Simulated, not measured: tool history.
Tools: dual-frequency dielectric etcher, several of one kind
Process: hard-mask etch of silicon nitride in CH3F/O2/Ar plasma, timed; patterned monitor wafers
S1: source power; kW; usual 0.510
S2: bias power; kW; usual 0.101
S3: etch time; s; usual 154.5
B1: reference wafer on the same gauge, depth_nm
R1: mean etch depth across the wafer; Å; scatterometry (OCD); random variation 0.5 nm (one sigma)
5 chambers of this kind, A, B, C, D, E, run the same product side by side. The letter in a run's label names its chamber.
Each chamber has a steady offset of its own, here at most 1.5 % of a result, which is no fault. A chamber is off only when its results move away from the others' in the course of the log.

run	hour	S1	S2	S3	B1	R1
1B	5.9	0.510	0.101	154.5	157.05	1328.6
2C	11.1	0.510	0.101	154.5	157.00	1312.8
3E	18.5	0.510	0.101	154.5	157.00	1326.5
4A	25.6	0.510	0.101	154.5	156.97	1349.5
5D	32.3	0.510	0.101	154.5	157.02	1336.8
6B	38.9	0.400	0.101	154.5	156.91	1212.1
7C	46.3	0.400	0.101	154.5	156.99	1204.3
8E	51.5	0.400	0.101	154.5	157.03	1205.1
9D	55.5	0.400	0.101	154.5	157.02	1224.9
10A	60.0	0.400	0.101	154.5	157.16	1233.7
11E	64.0	0.510	0.093	154.5	157.09	1292.2
12C	70.1	0.510	0.093	154.5	156.95	1276.1
13A	76.3	0.510	0.093	154.5	156.88	1302.9
14D	81.1	0.510	0.093	154.5	157.06	1308.1
15B	86.3	0.510	0.093	154.5	156.92	1291.6
16B	91.4	0.510	0.101	154.5	157.02	1324.2
# hour 92.3: chamber C: source power generator calibrated
17D	98.0	0.510	0.101	154.5	157.10	1345.2
18A	103.8	0.510	0.101	154.5	156.97	1345.7
19C	109.4	0.460	0.089	154.5	157.10	1211.3
20E	113.7	0.460	0.089	154.5	156.99	1222.8
21A	120.6	0.460	0.089	154.5	157.08	1230.6
22D	124.7	0.460	0.089	154.5	157.13	1235.1
23B	132.0	0.460	0.089	154.5	157.13	1200.4
24E	137.5	0.510	0.101	154.5	156.86	1326.8
25C	144.2	0.510	0.101	154.5	156.94	1319.8
26A	148.4	0.590	0.089	154.5	157.11	1359.0
27E	155.5	0.590	0.089	154.5	157.10	1340.7
28D	160.8	0.590	0.089	154.5	157.05	1358.7
29C	165.0	0.590	0.089	154.5	156.85	1335.8
30B	171.3	0.590	0.089	154.5	156.95	1322.3
# hour 176.6: chamber A: wet clean of the chamber
31B	176.8	0.510	0.101	154.5	157.12	1301.5
32C	181.6	0.510	0.101	154.5	157.00	1321.0
33E	187.5	0.510	0.101	154.5	157.06	1332.2
# hour 192.1: chamber E: wet clean of the chamber
34A	193.8	0.510	0.101	154.5	157.02	1349.5
35D	197.9	0.510	0.101	154.5	156.85	1357.2
36A	204.3	0.510	0.101	154.5	157.06	1339.4
# hour 207.7: chamber D: wet clean of the chamber
37B	211.0	0.600	0.121	154.5	157.02	1465.7
38E	218.0	0.600	0.121	154.5	157.09	1504.8
39D	221.8	0.600	0.121	154.5	157.11	1518.3
40C	228.1	0.600	0.121	154.5	157.01	1496.7
41E	231.4	0.600	0.121	154.5	156.89	1506.1
42B	235.5	0.510	0.101	154.5	156.91	1304.8
43C	242.9	0.510	0.101	154.5	157.08	1327.8

Is one chamber off against the others, does the gauge drift, or is nothing wrong? If a chamber is off, say which, and what the likeliest cause is.

Chamber B drifts away from the others.
Cause: etch rate under this chamber's usual, % = 2.77.

Here are 4 candidates for chamber B's next run, each the usual settings with a change, their results left as question marks. Which one brings its results back in line with what the others give on the usual settings?
In line means no further than this from the other chambers' mean on the usual settings: R1 17.0 Å
44B-1	248.3	0.510	0.102	159.0		?
44B-2	248.3	0.510	0.092	154.5		?
44B-3	248.3	0.510	0.100	147.0		?
44B-4	248.3	0.520	0.101	162.0		?

The other chambers' mean on the usual settings: R1 1334.4 Å
run	R1
44B-1	1335.1
44B-2	1250.1
44B-3	1225.6
44B-4	1365.4
44B-1 brings the chamber back in line.
